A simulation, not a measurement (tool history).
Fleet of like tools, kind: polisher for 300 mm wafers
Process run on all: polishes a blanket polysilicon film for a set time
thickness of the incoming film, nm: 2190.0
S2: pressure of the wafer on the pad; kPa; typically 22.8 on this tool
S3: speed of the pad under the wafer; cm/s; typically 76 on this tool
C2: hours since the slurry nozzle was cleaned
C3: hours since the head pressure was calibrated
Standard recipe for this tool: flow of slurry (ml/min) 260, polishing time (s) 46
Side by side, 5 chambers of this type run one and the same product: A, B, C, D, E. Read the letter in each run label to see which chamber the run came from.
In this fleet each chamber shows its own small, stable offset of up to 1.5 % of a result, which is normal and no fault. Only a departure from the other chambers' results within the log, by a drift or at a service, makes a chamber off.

{"run": "1A", "day": 0.525, "flow of slurry (ml/min)": 260, "S2": 22.8, "S3": 76, "polishing time (s)": 46, "wafers polished on this pad": 578, "C2": 258.2, "C3": 296.8, "film removed (nm)": 365.84}
{"run": "2B", "day": 1.117, "flow of slurry (ml/min)": 260, "S2": 22.8, "S3": 76, "polishing time (s)": 46, "wafers polished on this pad": 394, "C2": 358.9, "C3": 108.2, "film removed (nm)": 359.54}
{"day": 1.121, "done": "chamber E: slurry nozzle cleaned"}
{"run": "3C", "day": 1.712, "flow of slurry (ml/min)": 260, "S2": 22.8, "S3": 76, "polishing time (s)": 46, "wafers polished on this pad": 1243, "C2": 378.8, "C3": 302.8, "film removed (nm)": 355.75}
{"day": 1.954, "done": "chamber B: slurry nozzle cleaned"}
{"day": 2.108, "done": "chamber E: worn pad replaced by a new one"}
{"run": "4D", "day": 2.183, "flow of slurry (ml/min)": 260, "S2": 22.8, "S3": 76, "polishing time (s)": 46, "wafers polished on this pad": 1246, "C2": 128.6, "C3": 861.5, "film removed (nm)": 357.98}
{"day": 2.383, "done": "chamber C: worn pad replaced by a new one"}
{"day": 2.667, "done": "chamber A: worn pad replaced by a new one"}
{"run": "5E", "day": 2.675, "flow of slurry (ml/min)": 260, "S2": 22.8, "S3": 76, "polishing time (s)": 46, "wafers polished on this pad": 184, "C2": 37.3, "C3": 982.1, "film removed (nm)": 362.31}
{"day": 2.846, "done": "chamber D: worn pad replaced by a new one"}
{"run": "6D", "day": 3.292, "flow of slurry (ml/min)": 260, "S2": 22.8, "S3": 76, "polishing time (s)": 46, "wafers polished on this pad": 144, "C2": 155.2, "C3": 888.1, "film removed (nm)": 358.72}
{"run": "7E", "day": 3.604, "flow of slurry (ml/min)": 260, "S2": 22.8, "S3": 76, "polishing time (s)": 46, "wafers polished on this pad": 485, "C2": 59.6, "C3": 1004.4, "film removed (nm)": 367.35}
{"day": 3.738, "done": "chamber B: worn pad replaced by a new one"}
{"run": "8C", "day": 4.017, "flow of slurry (ml/min)": 260, "S2": 22.8, "S3": 76, "polishing time (s)": 46, "wafers polished on this pad": 531, "C2": 434.1, "C3": 358.1, "film removed (nm)": 353.91}
{"day": 4.283, "done": "chamber C: head pressure recalibrated"}
{"run": "9B", "day": 4.708, "flow of slurry (ml/min)": 260, "S2": 22.8, "S3": 76, "polishing time (s)": 46, "wafers polished on this pad": 314, "C2": 66.1, "C3": 194.4, "film removed (nm)": 364.85}
{"run": "10A", "day": 5.088, "flow of slurry (ml/min)": 260, "S2": 22.8, "S3": 76, "polishing time (s)": 46, "wafers polished on this pad": 786, "C2": 367.7, "C3": 406.3, "film removed (nm)": 366.12}
{"run": "11B", "day": 5.488, "flow of slurry (ml/min)": 260, "S2": 22.8, "S3": 76, "polishing time (s)": 46, "wafers polished on this pad": 567, "C2": 84.8, "C3": 213.1, "film removed (nm)": 364.3}
{"run": "12C", "day": 6.125, "flow of slurry (ml/min)": 260, "S2": 22.8, "S3": 76, "polishing time (s)": 46, "wafers polished on this pad": 1214, "C2": 484.7, "C3": 44.3, "film removed (nm)": 360.25}
{"day": 6.312, "done": "chamber C: worn pad replaced by a new one"}
{"day": 6.454, "done": "chamber C: slurry nozzle cleaned"}
{"day": 6.479, "done": "chamber A: worn pad replaced by a new one"}
{"day": 6.638, "done": "chamber E: worn pad replaced by a new one"}
{"run": "13E", "day": 6.783, "flow of slurry (ml/min)": 260, "S2": 22.8, "S3": 76, "polishing time (s)": 46, "wafers polished on this pad": 48, "C2": 135.9, "C3": 1080.7, "film removed (nm)": 364.15}
{"day": 6.904, "done": "chamber D: worn pad replaced by a new one"}
{"run": "14D", "day": 7.262, "flow of slurry (ml/min)": 260, "S2": 22.8, "S3": 76, "polishing time (s)": 46, "wafers polished on this pad": 117, "C2": 250.5, "C3": 983.4, "film removed (nm)": 363.58}
{"day": 7.504, "done": "chamber B: worn pad replaced by a new one"}
{"run": "15A", "day": 7.867, "flow of slurry (ml/min)": 260, "S2": 22.8, "S3": 76, "polishing time (s)": 46, "wafers polished on this pad": 450, "C2": 434.4, "C3": 473, "film removed (nm)": 361.89}
{"run": "16D", "day": 8.192, "flow of slurry (ml/min)": 260, "S2": 22.8, "S3": 76, "polishing time (s)": 46, "wafers polished on this pad": 418, "C2": 272.8, "C3": 1005.7, "film removed (nm)": 357.8}
{"run": "17E", "day": 8.596, "flow of slurry (ml/min)": 260, "S2": 22.8, "S3": 76, "polishing time (s)": 46, "wafers polished on this pad": 636, "C2": 179.4, "C3": 1124.2, "film removed (nm)": 368.32}
{"day": 8.808, "done": "chamber A: slurry nozzle cleaned"}
{"run": "18C", "day": 9.0, "flow of slurry (ml/min)": 260, "S2": 22.8, "S3": 76, "polishing time (s)": 46, "wafers polished on this pad": 872, "C2": 61.2, "C3": 113.3, "film removed (nm)": 358.92}
{"day": 9.25, "done": "chamber D: slurry nozzle cleaned"}
{"run": "19A", "day": 9.408, "flow of slurry (ml/min)": 260, "S2": 22.8, "S3": 76, "polishing time (s)": 46, "wafers polished on this pad": 950, "C2": 14.5, "C3": 510, "film removed (nm)": 357.38}
{"run": "20B", "day": 9.796, "flow of slurry (ml/min)": 260, "S2": 22.8, "S3": 76, "polishing time (s)": 46, "wafers polished on this pad": 744, "C2": 188.2, "C3": 316.5, "film removed (nm)": 353.7}
{"day": 10.367, "done": "chamber C: worn pad replaced by a new one"}
{"run": "21A", "day": 10.454, "flow of slurry (ml/min)": 260, "S2": 22.8, "S3": 76, "polishing time (s)": 46, "wafers polished on this pad": 1290, "C2": 39.6, "C3": 535.1, "film removed (nm)": 357.88}
{"day": 10.588, "done": "chamber E: worn pad replaced by a new one"}
{"day": 10.712, "done": "chamber A: worn pad replaced by a new one"}
{"run": "22C", "day": 11.071, "flow of slurry (ml/min)": 260, "S2": 22.8, "S3": 76, "polishing time (s)": 46, "wafers polished on this pad": 229, "C2": 110.9, "C3": 163, "film removed (nm)": 356.3}
{"day": 11.333, "done": "chamber D: worn pad replaced by a new one"}
{"run": "23D", "day": 11.683, "flow of slurry (ml/min)": 260, "S2": 22.8, "S3": 76, "polishing time (s)": 46, "wafers polished on this pad": 114, "C2": 58.4, "C3": 1089.5, "film removed (nm)": 369.24}
{"day": 11.704, "done": "chamber B: worn pad replaced by a new one"}
{"run": "24B", "day": 12.062, "flow of slurry (ml/min)": 260, "S2": 22.8, "S3": 76, "polishing time (s)": 46, "wafers polished on this pad": 116, "C2": 242.6, "C3": 370.9, "film removed (nm)": 359.45}
{"run": "25E", "day": 12.604, "flow of slurry (ml/min)": 260, "S2": 22.8, "S3": 76, "polishing time (s)": 46, "wafers polished on this pad": 654, "C2": 275.6, "C3": 1220.4, "film removed (nm)": 365.16}
{"run": "26D", "day": 13.0, "flow of slurry (ml/min)": 260, "S2": 22.8, "S3": 76, "polishing time (s)": 46, "wafers polished on this pad": 541, "C2": 90, "C3": 1121.1, "film removed (nm)": 367.58}
{"run": "27E", "day": 13.458, "flow of slurry (ml/min)": 260, "S2": 22.8, "S3": 52, "polishing time (s)": 46, "wafers polished on this pad": 932, "C2": 296.1, "C3": 1240.9, "film removed (nm)": 241.31}
{"run": "28A", "day": 13.838, "flow of slurry (ml/min)": 260, "S2": 22.8, "S3": 52, "polishing time (s)": 46, "wafers polished on this pad": 1013, "C2": 120.8, "C3": 616.3, "film removed (nm)": 248.98}
{"day": 14.333, "done": "chamber C: worn pad replaced by a new one"}
{"run": "29B", "day": 14.342, "flow of slurry (ml/min)": 260, "S2": 22.8, "S3": 52, "polishing time (s)": 46, "wafers polished on this pad": 855, "C2": 297.3, "C3": 425.6, "film removed (nm)": 249.82}
{"day": 14.771, "done": "chamber E: worn pad replaced by a new one"}
{"run": "30C", "day": 14.8, "flow of slurry (ml/min)": 260, "S2": 22.8, "S3": 52, "polishing time (s)": 46, "wafers polished on this pad": 152, "C2": 200.4, "C3": 252.5, "film removed (nm)": 240.07}
{"day": 14.829, "done": "chamber A: worn pad replaced by a new one"}
{"day": 14.875, "done": "chamber E: head pressure recalibrated"}
{"day": 14.892, "done": "chamber D: worn pad replaced by a new one"}
{"run": "31E", "day": 15.4, "flow of slurry (ml/min)": 260, "S2": 22.8, "S3": 52, "polishing time (s)": 46, "wafers polished on this pad": 205, "C2": 342.7, "C3": 12.7, "film removed (nm)": 247.4}
{"day": 15.646, "done": "chamber B: worn pad replaced by a new one"}
{"run": "32C", "day": 15.858, "flow of slurry (ml/min)": 260, "S2": 22.8, "S3": 76, "polishing time (s)": 46, "wafers polished on this pad": 495, "C2": 225.8, "C3": 277.9, "film removed (nm)": 362.97}
{"run": "33A", "day": 16.212, "flow of slurry (ml/min)": 260, "S2": 22.8, "S3": 76, "polishing time (s)": 46, "wafers polished on this pad": 449, "C2": 177.8, "C3": 673.3, "film removed (nm)": 370.8}
{"run": "34B", "day": 16.833, "flow of slurry (ml/min)": 260, "S2": 22.8, "S3": 76, "polishing time (s)": 46, "wafers polished on this pad": 386, "C2": 357.1, "C3": 485.4, "film removed (nm)": 375.34}
{"run": "35D", "day": 17.312, "flow of slurry (ml/min)": 260, "S2": 22.8, "S3": 76, "polishing time (s)": 46, "wafers polished on this pad": 785, "C2": 193.5, "C3": 1224.6, "film removed (nm)": 360.46}
{"day": 17.471, "done": "chamber B: slurry nozzle cleaned"}
{"day": 17.783, "done": "chamber D: head pressure recalibrated"}
{"run": "36C", "day": 17.825, "flow of slurry (ml/min)": 260, "S2": 22.8, "S3": 76, "polishing time (s)": 46, "wafers polished on this pad": 1133, "C2": 273, "C3": 325.1, "film removed (nm)": 352.7}
{"run": "37A", "day": 18.317, "flow of slurry (ml/min)": 260, "S2": 22.8, "S3": 52, "polishing time (s)": 57, "wafers polished on this pad": 1131, "C2": 228.3, "C3": 723.8, "film removed (nm)": 311.88}
{"day": 18.521, "done": "chamber D: worn pad replaced by a new one"}
{"run": "38B", "day": 18.954, "flow of slurry (ml/min)": 260, "S2": 22.8, "S3": 52, "polishing time (s)": 57, "wafers polished on this pad": 1074, "C2": 35.7, "C3": 536.3, "film removed (nm)": 315.1}
{"day": 19.125, "done": "chamber E: worn pad replaced by a new one"}
{"day": 19.262, "done": "chamber A: worn pad replaced by a new one"}
{"run": "39E", "day": 19.392, "flow of slurry (ml/min)": 260, "S2": 22.8, "S3": 52, "polishing time (s)": 57, "wafers polished on this pad": 87, "C2": 438.5, "C3": 108.5, "film removed (nm)": 310.91}
{"run": "40D", "day": 19.771, "flow of slurry (ml/min)": 260, "S2": 22.8, "S3": 52, "polishing time (s)": 57, "wafers polished on this pad": 406, "C2": 252.5, "C3": 47.7, "film removed (nm)": 304.4}
{"day": 20.321, "done": "chamber D: slurry nozzle cleaned"}
{"run": "41A", "day": 20.429, "flow of slurry (ml/min)": 260, "S2": 22.8, "S3": 52, "polishing time (s)": 57, "wafers polished on this pad": 378, "C2": 279, "C3": 774.5, "film removed (nm)": 316.77}
{"run": "42D", "day": 20.929, "flow of slurry (ml/min)": 260, "S2": 22.8, "S3": 76, "polishing time (s)": 46, "wafers polished on this pad": 782, "C2": 14.7, "C3": 75.5, "film removed (nm)": 361.15}

Is one chamber out of step, is the gauge drifting, or do the chambers differ by no more than their own small offsets? For an off chamber, give its letter and the likeliest cause.

Nothing is wrong: each chamber keeps only its own small, steady offset and the gauge holds still.

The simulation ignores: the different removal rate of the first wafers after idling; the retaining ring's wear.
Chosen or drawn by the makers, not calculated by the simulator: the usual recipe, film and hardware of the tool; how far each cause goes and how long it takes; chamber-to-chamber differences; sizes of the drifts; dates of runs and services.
